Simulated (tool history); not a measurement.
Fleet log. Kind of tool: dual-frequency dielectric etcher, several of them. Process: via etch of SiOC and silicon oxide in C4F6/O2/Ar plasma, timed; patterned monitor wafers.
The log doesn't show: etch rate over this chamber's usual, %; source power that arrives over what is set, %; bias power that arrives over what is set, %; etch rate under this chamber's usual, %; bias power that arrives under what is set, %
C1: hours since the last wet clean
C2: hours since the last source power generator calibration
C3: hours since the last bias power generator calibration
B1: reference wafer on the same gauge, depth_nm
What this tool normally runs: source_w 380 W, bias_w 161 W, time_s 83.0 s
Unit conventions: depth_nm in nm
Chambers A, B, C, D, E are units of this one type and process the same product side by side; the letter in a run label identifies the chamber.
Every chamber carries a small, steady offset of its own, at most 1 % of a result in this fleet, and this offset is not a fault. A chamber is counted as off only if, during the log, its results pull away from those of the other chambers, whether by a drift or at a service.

Run 1B, hour 9.8: usual settings; C1 164.2; C2 1877.5; C3 2414.1; B1 96.292. Result: depth_nm 89.836 nm.
Run 2D, hour 17.7: usual settings; C1 282.0; C2 1312.5; C3 2439.8; B1 96.236. Result: depth_nm 88.543 nm.
Run 3C, hour 29.5: usual settings; C1 275.6; C2 339.0; C3 616.1; B1 96.273. Result: depth_nm 88.872 nm.
Run 4A, hour 42.2: usual settings; C1 221.5; C2 2238.6; C3 1882.1; B1 96.316. Result: depth_nm 88.876 nm.
Run 5E, hour 51.0: usual settings; C1 294.8; C2 3412.1; C3 2161.2; B1 96.263. Result: depth_nm 88.945 nm.
Run 6B, hour 58.5: usual settings; C1 212.9; C2 1926.2; C3 2462.8; B1 96.307. Result: depth_nm 90.066 nm.
Run 7D, hour 71.4: usual settings; C1 335.7; C2 1366.2; C3 2493.5; B1 96.344. Result: depth_nm 88.947 nm.
Run 8A, hour 78.4: usual settings; C1 257.7; C2 2274.8; C3 1918.3; B1 96.360. Result: depth_nm 88.868 nm.
Run 9C, hour 90.5: usual settings; C1 336.6; C2 400.0; C3 677.1; B1 96.433. Result: depth_nm 88.572 nm.
Run 10E, hour 97.8: usual settings; C1 341.6; C2 3458.9; C3 2208.0; B1 96.275. Result: depth_nm 89.203 nm.
Run 11A, hour 105.6: usual settings; C1 284.9; C2 2302.0; C3 1945.5; B1 96.297. Result: depth_nm 88.494 nm.
Run 12B, hour 117.1: usual settings; C1 271.5; C2 1984.8; C3 2521.4; B1 96.350. Result: depth_nm 89.234 nm.
Run 13D, hour 130.3: usual settings; C1 394.6; C2 1425.1; C3 2552.4; B1 96.383. Result: depth_nm 89.651 nm.
Run 14E, hour 144.7: usual settings; C1 388.5; C2 3505.8; C3 2254.9; B1 96.355. Result: depth_nm 89.720 nm.
Run 15C, hour 155.6: usual settings but time_s 105.5 s; C1 401.7; C2 465.1; C3 742.2; B1 96.302. Result: depth_nm 112.050 nm.
Run 16E, hour 169.1: usual settings but time_s 105.5 s; C1 412.9; C2 3530.2; C3 2279.3; B1 96.260. Result: depth_nm 113.660 nm.
Run 17C, hour 179.5: usual settings but time_s 105.5 s; C1 425.6; C2 489.0; C3 766.1; B1 96.338. Result: depth_nm 111.510 nm.
Run 18A, hour 193.2: usual settings but time_s 105.5 s; C1 372.5; C2 2389.6; C3 2033.1; B1 96.262. Result: depth_nm 112.990 nm.
Run 19B, hour 204.5: usual settings but time_s 105.5 s; C1 358.9; C2 2072.2; C3 2608.8; B1 96.281. Result: depth_nm 114.170 nm.
Run 20D, hour 218.8: usual settings; C1 483.1; C2 1513.6; C3 2640.9; B1 96.197. Result: depth_nm 88.667 nm.
Run 21B, hour 227.0: usual settings; C1 381.4; C2 2094.7; C3 2631.3; B1 96.354. Result: depth_nm 89.423 nm.
Run 22A, hour 238.2: usual settings; C1 417.5; C2 2434.6; C3 2078.1; B1 96.347. Result: depth_nm 88.307 nm.
At hour 240.1: chamber D: wet clean of the chamber.
Run 23E, hour 249.9: usual settings; C1 493.7; C2 3611.0; C3 2360.1; B1 96.374. Result: depth_nm 88.678 nm.
Run 24D, hour 259.7: usual settings; C1 19.7; C2 1554.5; C3 2681.8; B1 96.247. Result: depth_nm 88.300 nm.
At hour 268.7: chamber E: wet clean of the chamber.
Run 25C, hour 272.8: usual settings; C1 518.9; C2 582.3; C3 859.4; B1 96.277. Result: depth_nm 85.766 nm.
At hour 274.8: chamber B: wet clean of the chamber.
Run 26B, hour 285.1: usual settings; C1 10.4; C2 2152.8; C3 2689.4; B1 96.231. Result: depth_nm 89.281 nm.
At hour 291.0: chamber A: wet clean of the chamber.
Run 27A, hour 293.4: usual settings; C1 2.5; C2 2489.8; C3 2133.3; B1 96.344. Result: depth_nm 88.405 nm.
Run 28E, hour 305.7: usual settings; C1 37.0; C2 3666.8; C3 2415.9; B1 96.365. Result: depth_nm 88.712 nm.
Run 29D, hour 316.6: usual settings; C1 76.6; C2 1611.4; C3 2738.7; B1 96.266. Result: depth_nm 88.178 nm.
Run 30C, hour 326.1: usual settings; C1 572.2; C2 635.6; C3 912.7; B1 96.362. Result: depth_nm 86.005 nm.
Run 31C, hour 338.7: usual settings; C1 584.8; C2 648.2; C3 925.3; B1 96.276. Result: depth_nm 85.803 nm.
Run 32B, hour 345.9: usual settings; C1 71.2; C2 2213.6; C3 2750.2; B1 96.237. Result: depth_nm 89.420 nm.
Run 33D, hour 356.1: usual settings; C1 116.1; C2 1650.9; C3 2778.2; B1 96.350. Result: depth_nm 89.146 nm.
Run 34E, hour 364.4: usual settings; C1 95.7; C2 3725.5; C3 2474.6; B1 96.344. Result: depth_nm 89.509 nm.
Run 35A, hour 378.9: usual settings; C1 88.0; C2 2575.3; C3 2218.8; B1 96.414. Result: depth_nm 87.987 nm.
At hour 380.8: chamber D: source power generator calibrated.
Run 36B, hour 387.4: usual settings but bias_w 148 W, time_s 105.0 s; C1 112.7; C2 2255.1; C3 2791.7; B1 96.265. Result: depth_nm 110.740 nm.
Run 37D, hour 397.6: usual settings but bias_w 148 W, time_s 105.0 s; C1 157.6; C2 16.9; C3 2819.7; B1 96.362. Result: depth_nm 109.590 nm.

All 5 chambers run these settings next. Forecast each chamber's results:
Run 38A, hour 408.1: usual settings but time_s 103.0 s. Result: depth_nm ?.
Run 38B, hour 408.1: usual settings but time_s 103.0 s. Result: depth_nm ?.
Run 38C, hour 408.1: usual settings but time_s 103.0 s. Result: depth_nm ?.
Run 38D, hour 408.1: usual settings but time_s 103.0 s. Result: depth_nm ?.
Run 38E, hour 408.1: usual settings but time_s 103.0 s. Result: depth_nm ?.

run  depth_nm
38A   111.180
38B   110.880
38C   106.040
38D   110.780
38E   110.770
